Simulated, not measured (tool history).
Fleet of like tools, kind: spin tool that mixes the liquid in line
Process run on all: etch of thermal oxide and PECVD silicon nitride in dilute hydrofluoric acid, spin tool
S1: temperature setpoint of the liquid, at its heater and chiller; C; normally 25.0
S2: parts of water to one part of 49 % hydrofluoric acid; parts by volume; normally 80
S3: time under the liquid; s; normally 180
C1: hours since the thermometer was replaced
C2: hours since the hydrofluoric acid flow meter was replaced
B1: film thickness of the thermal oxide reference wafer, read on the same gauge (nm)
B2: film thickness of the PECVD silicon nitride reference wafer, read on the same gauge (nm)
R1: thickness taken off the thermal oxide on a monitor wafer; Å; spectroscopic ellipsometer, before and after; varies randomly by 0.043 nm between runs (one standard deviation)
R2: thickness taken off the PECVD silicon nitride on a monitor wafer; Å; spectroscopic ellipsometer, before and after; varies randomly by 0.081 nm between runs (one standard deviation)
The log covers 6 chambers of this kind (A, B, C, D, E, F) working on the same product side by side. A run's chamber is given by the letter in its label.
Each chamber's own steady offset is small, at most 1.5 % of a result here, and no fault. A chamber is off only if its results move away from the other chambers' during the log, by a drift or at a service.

run   hour    S1   S2   S3      C1      C2      B1      B2       R1       R2
 1F    8.2  25.0   80  180   508.5  1605.5  109.99  139.99  114.150  124.570
      13.3  -- chamber A: thermometer replaced
 2A   15.6  25.0   80  180     2.4   581.6  109.98  139.99  114.070  124.740
 3D   24.9  25.0   80  180   926.0  1684.1  110.00  140.00  116.510  125.180
 4B   35.2  25.0   80  180   615.1   137.5  110.02  139.98  116.770  123.540
 5E   44.7  28.5   80  285   479.9  1719.0  109.98  140.00  208.110  243.780
 6C   57.8  28.5   80  285  2223.0   444.0  109.99  140.00  207.540  250.290
 7D   69.5  28.5   80  285   970.6  1728.7  110.01  139.98  211.120  250.150
 8F   84.5  28.5   80  285   584.8  1681.8  109.98  139.97  208.460  247.030
 9A   92.6  28.5   80  285    79.4   658.6  110.00  139.99  208.680  247.290
     101.4  -- chamber C: thermometer replaced
10E  107.9  28.5   80  285   543.1  1782.2  110.00  139.98  207.710  246.490
11B  119.6  27.5  110  180   699.5   221.9  109.99  140.00   90.202  107.230
12C  133.3  27.5  110  180    32.0   519.5  110.01  140.01   89.618  108.480
13A  146.8  27.5  110  180   133.6   712.8  109.98  140.01   88.464  107.100
14D  158.0  27.5  110  180  1059.1  1817.2  109.99  139.96   89.300  107.560
15C  168.5  27.5  110  180    67.2   554.7  110.00  140.04   90.456  109.280
16E  182.2  27.5  110  180   617.4  1856.5  110.01  139.99   87.945  103.920
17B  196.3  25.0   80  180   776.2   298.6  110.01  139.99  116.470  123.700
18F  204.3  25.0   80  180   704.6  1801.6  109.99  139.97  114.810  124.770
19D  218.1  25.0   80  180  1119.2  1877.3  110.00  140.01  116.280  126.190
20C  226.8  25.0   80  180   125.5   613.0  109.99  139.98  116.560  129.140
21B  239.5  25.0   80  180   819.4   341.8  110.02  139.99  116.120  123.930
22E  251.4  25.0   80  180   686.6  1925.7  110.02  140.05  114.710  122.730
23A  258.5  25.0   80  180   245.3   824.5  110.01  140.00  114.590  124.590
24F  273.3  25.0   80  180   773.6  1870.6  109.99  140.00  114.250  123.690
25F  286.5  25.0   80  180   786.8  1883.8  110.01  140.02  114.220  124.330
26C  296.4  25.0   50  180   195.1   682.6  110.00  139.97  195.170  204.350
27D  311.0  25.0   50  180  1212.1  1970.2  109.99  139.97  191.760  197.270
28E  323.4  25.0   50  180   758.6  1997.7  109.99  139.98  193.380  196.250
     330.5  -- chamber F: thermometer replaced
29B  334.3  25.0   50  180   914.2   436.6  110.01  140.01  192.040  194.740
30A  345.4  25.0   50  180   332.2   911.4  110.00  140.00  193.010  198.020
31F  354.4  25.0   50  180    24.0  1951.7  110.00  140.00  192.020  200.190
32E  369.3  25.0   55  245   804.5  2043.6  110.00  140.01  235.710  246.040
33D  383.2  25.0   55  245  1284.3  2042.4  110.00  139.95  235.980  245.250
34A  390.5  25.0   55  245   377.3   956.5  109.98  139.99  235.780  243.980
35B  401.5  25.0   55  245   981.4   503.8  110.01  140.03  235.410  242.180
36C  408.4  25.0   55  245   307.1   794.6  110.01  140.01  243.140  256.080
37C  422.2  25.0   55  245   320.9   808.4  109.98  140.00  243.970  258.380
38A  431.6  25.0   80  180   418.4   997.6  110.03  140.02  115.470  124.610
39D  445.2  25.0   80  105  1346.3  2104.4  110.01  140.02   68.088   73.448
40E  456.8  25.0   80  105   892.0  2131.1  109.99  140.00   66.687   72.781

Has any chamber moved away from the others, gradually or after a service, or does the common gauge drift, or do the chambers differ only by their own small steady offsets? State the chamber and the most likely cause if one applies.

Chamber C drifts away from the others.
Cause: hydrofluoric acid flow above the setpoint (%) = 4.91.

Which of the 4 candidates below, each the usual settings with something changed and its results left as question marks, puts chamber C back in line with what the other chambers give on the usual settings?
A result is in line if it is within this distance of the other chambers' mean on the usual settings: R1 1.500 Å; R2 2.800 Å
41C-1  467.9  24.5  80  180                   ?   ?
41C-2  467.9  24.0  80  180                   ?   ?
41C-3  467.9  25.5  80  180                   ?   ?
41C-4  467.9  25.5  80  185                   ?   ?

The other chambers' mean on the usual settings: R1 115.420 Å; R2 124.330 Å
  run       R1       R2
41C-1  117.860  127.600
41C-2  115.510  123.430
41C-3  122.670  136.320
41C-4  126.080  140.110
41C-2 brings the chamber back in line.
